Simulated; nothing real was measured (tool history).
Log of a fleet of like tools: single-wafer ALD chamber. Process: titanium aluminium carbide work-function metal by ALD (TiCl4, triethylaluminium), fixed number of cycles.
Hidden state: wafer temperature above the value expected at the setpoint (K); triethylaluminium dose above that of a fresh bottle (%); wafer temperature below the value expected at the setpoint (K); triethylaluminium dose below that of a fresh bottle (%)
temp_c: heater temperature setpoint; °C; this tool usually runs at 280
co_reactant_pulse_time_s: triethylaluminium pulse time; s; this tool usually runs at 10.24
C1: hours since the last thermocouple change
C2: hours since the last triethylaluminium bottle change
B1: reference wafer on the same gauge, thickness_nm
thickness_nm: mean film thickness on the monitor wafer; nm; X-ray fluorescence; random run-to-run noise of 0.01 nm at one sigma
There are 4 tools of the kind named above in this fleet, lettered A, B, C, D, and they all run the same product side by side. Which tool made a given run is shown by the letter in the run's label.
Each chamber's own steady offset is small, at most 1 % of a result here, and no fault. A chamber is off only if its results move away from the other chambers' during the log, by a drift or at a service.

{"run": "1C", "hour": 9.5, "temp_c": 280, "co_reactant_pulse_time_s": 10.24, "C1": 1086.7, "C2": 208.9, "B1": 1.6908, "thickness_nm": 1.8455}
{"run": "2A", "hour": 16.0, "temp_c": 280, "co_reactant_pulse_time_s": 10.24, "C1": 715.1, "C2": 451.7, "B1": 1.6901, "thickness_nm": 1.8319}
{"run": "3B", "hour": 23.8, "temp_c": 280, "co_reactant_pulse_time_s": 10.24, "C1": 2290.1, "C2": 1037.6, "B1": 1.6915, "thickness_nm": 1.8372}
{"run": "4D", "hour": 32.5, "temp_c": 280, "co_reactant_pulse_time_s": 10.24, "C1": 2833.3, "C2": 1174.1, "B1": 1.6902, "thickness_nm": 1.8215}
{"run": "5C", "hour": 42.6, "temp_c": 280, "co_reactant_pulse_time_s": 10.24, "C1": 1119.8, "C2": 242.0, "B1": 1.6894, "thickness_nm": 1.8386}
{"run": "6B", "hour": 49.5, "temp_c": 280, "co_reactant_pulse_time_s": 10.24, "C1": 2315.8, "C2": 1063.3, "B1": 1.6886, "thickness_nm": 1.8517}
{"run": "7A", "hour": 58.9, "temp_c": 280, "co_reactant_pulse_time_s": 10.24, "C1": 758.0, "C2": 494.6, "B1": 1.6885, "thickness_nm": 1.8357}
{"run": "8D", "hour": 66.0, "temp_c": 267, "co_reactant_pulse_time_s": 10.24, "C1": 2866.8, "C2": 1207.6, "B1": 1.6896, "thickness_nm": 1.7266}
{"run": "9B", "hour": 71.3, "temp_c": 267, "co_reactant_pulse_time_s": 10.24, "C1": 2337.6, "C2": 1085.1, "B1": 1.6898, "thickness_nm": 1.7261}
{"run": "10C", "hour": 80.8, "temp_c": 267, "co_reactant_pulse_time_s": 10.24, "C1": 1158.0, "C2": 280.2, "B1": 1.6886, "thickness_nm": 1.7361}
{"run": "11D", "hour": 86.6, "temp_c": 267, "co_reactant_pulse_time_s": 10.24, "C1": 2887.4, "C2": 1228.2, "B1": 1.6902, "thickness_nm": 1.7302}
{"run": "12A", "hour": 93.1, "temp_c": 280, "co_reactant_pulse_time_s": 10.24, "C1": 792.2, "C2": 528.8, "B1": 1.6901, "thickness_nm": 1.8256}
{"run": "13C", "hour": 97.8, "temp_c": 280, "co_reactant_pulse_time_s": 10.24, "C1": 1175.0, "C2": 297.2, "B1": 1.6891, "thickness_nm": 1.8466}
{"run": "14D", "hour": 104.9, "temp_c": 280, "co_reactant_pulse_time_s": 10.24, "C1": 2905.7, "C2": 1246.5, "B1": 1.6896, "thickness_nm": 1.8252}
{"run": "15B", "hour": 111.7, "temp_c": 280, "co_reactant_pulse_time_s": 10.24, "C1": 2378.0, "C2": 1125.5, "B1": 1.6919, "thickness_nm": 1.8422}
{"run": "16A", "hour": 116.5, "temp_c": 280, "co_reactant_pulse_time_s": 10.24, "C1": 815.6, "C2": 552.2, "B1": 1.6921, "thickness_nm": 1.8118}
{"run": "17A", "hour": 123.9, "temp_c": 280, "co_reactant_pulse_time_s": 10.24, "C1": 823.0, "C2": 559.6, "B1": 1.6918, "thickness_nm": 1.8389}
{"run": "18B", "hour": 131.2, "temp_c": 280, "co_reactant_pulse_time_s": 10.24, "C1": 2397.5, "C2": 1145.0, "B1": 1.6904, "thickness_nm": 1.8415}
{"run": "19C", "hour": 136.9, "temp_c": 280, "co_reactant_pulse_time_s": 10.24, "C1": 1214.1, "C2": 336.3, "B1": 1.6891, "thickness_nm": 1.8456}
{"run": "20D", "hour": 144.1, "temp_c": 280, "co_reactant_pulse_time_s": 10.24, "C1": 2944.9, "C2": 1285.7, "B1": 1.6897, "thickness_nm": 1.8171}
{"run": "21C", "hour": 152.2, "temp_c": 280, "co_reactant_pulse_time_s": 10.24, "C1": 1229.4, "C2": 351.6, "B1": 1.6922, "thickness_nm": 1.8358}
{"run": "22A", "hour": 160.6, "temp_c": 280, "co_reactant_pulse_time_s": 10.24, "C1": 859.7, "C2": 596.3, "B1": 1.6891, "thickness_nm": 1.8239}
{"run": "23B", "hour": 167.6, "temp_c": 280, "co_reactant_pulse_time_s": 10.24, "C1": 2433.9, "C2": 1181.4, "B1": 1.6915, "thickness_nm": 1.8363}
{"run": "24D", "hour": 176.6, "temp_c": 280, "co_reactant_pulse_time_s": 10.24, "C1": 2977.4, "C2": 1318.2, "B1": 1.6913, "thickness_nm": 1.8213}
{"run": "25B", "hour": 186.6, "temp_c": 280, "co_reactant_pulse_time_s": 10.24, "C1": 2452.9, "C2": 1200.4, "B1": 1.6904, "thickness_nm": 1.8531}
{"run": "26C", "hour": 191.6, "temp_c": 280, "co_reactant_pulse_time_s": 10.24, "C1": 1268.8, "C2": 391.0, "B1": 1.6895, "thickness_nm": 1.8227}
{"hour": 200.4, "done": "chamber C: thermocouple changed; heater temperature recalibrated"}
{"run": "27A", "hour": 200.7, "temp_c": 280, "co_reactant_pulse_time_s": 10.24, "C1": 899.8, "C2": 636.4, "B1": 1.6879, "thickness_nm": 1.8293}
{"run": "28D", "hour": 207.8, "temp_c": 280, "co_reactant_pulse_time_s": 13.69, "C1": 3008.6, "C2": 1349.4, "B1": 1.6889, "thickness_nm": 1.8526}
{"run": "29B", "hour": 214.8, "temp_c": 280, "co_reactant_pulse_time_s": 13.69, "C1": 2481.1, "C2": 1228.6, "B1": 1.6919, "thickness_nm": 1.8539}
{"hour": 218.1, "done": "chamber D: thermocouple changed; heater temperature recalibrated"}
{"run": "30C", "hour": 224.2, "temp_c": 280, "co_reactant_pulse_time_s": 13.69, "C1": 23.9, "C2": 423.6, "B1": 1.6906, "thickness_nm": 1.862}
{"run": "31A", "hour": 228.7, "temp_c": 280, "co_reactant_pulse_time_s": 13.69, "C1": 927.8, "C2": 664.4, "B1": 1.69, "thickness_nm": 1.883}
{"run": "32D", "hour": 233.6, "temp_c": 280, "co_reactant_pulse_time_s": 10.24, "C1": 15.5, "C2": 1375.2, "B1": 1.6902, "thickness_nm": 1.8054}
{"run": "33C", "hour": 242.3, "temp_c": 280, "co_reactant_pulse_time_s": 10.24, "C1": 42.0, "C2": 441.7, "B1": 1.6893, "thickness_nm": 1.7757}
{"run": "34B", "hour": 248.4, "temp_c": 280, "co_reactant_pulse_time_s": 10.24, "C1": 2514.7, "C2": 1262.2, "B1": 1.6929, "thickness_nm": 1.832}
{"run": "35D", "hour": 253.8, "temp_c": 280, "co_reactant_pulse_time_s": 10.24, "C1": 35.7, "C2": 1395.4, "B1": 1.6898, "thickness_nm": 1.828}
{"run": "36A", "hour": 260.1, "temp_c": 280, "co_reactant_pulse_time_s": 10.24, "C1": 959.2, "C2": 695.8, "B1": 1.6889, "thickness_nm": 1.8138}
{"run": "37A", "hour": 266.3, "temp_c": 280, "co_reactant_pulse_time_s": 10.24, "C1": 965.4, "C2": 702.0, "B1": 1.6926, "thickness_nm": 1.8295}
{"run": "38B", "hour": 275.6, "temp_c": 280, "co_reactant_pulse_time_s": 10.24, "C1": 2541.9, "C2": 1289.4, "B1": 1.6898, "thickness_nm": 1.8406}

Each of the 4 chambers runs these same settings next. Fill in every chamber's results:
{"run": "39A", "hour": 282.9, "temp_c": 270, "co_reactant_pulse_time_s": 10.24, "thickness_nm": "?"}
{"run": "39B", "hour": 282.9, "temp_c": 270, "co_reactant_pulse_time_s": 10.24, "thickness_nm": "?"}
{"run": "39C", "hour": 282.9, "temp_c": 270, "co_reactant_pulse_time_s": 10.24, "thickness_nm": "?"}
{"run": "39D", "hour": 282.9, "temp_c": 270, "co_reactant_pulse_time_s": 10.24, "thickness_nm": "?"}

run=39A thickness_nm=1.7564
run=39B thickness_nm=1.7623
run=39C thickness_nm=1.6683
run=39D thickness_nm=1.7393
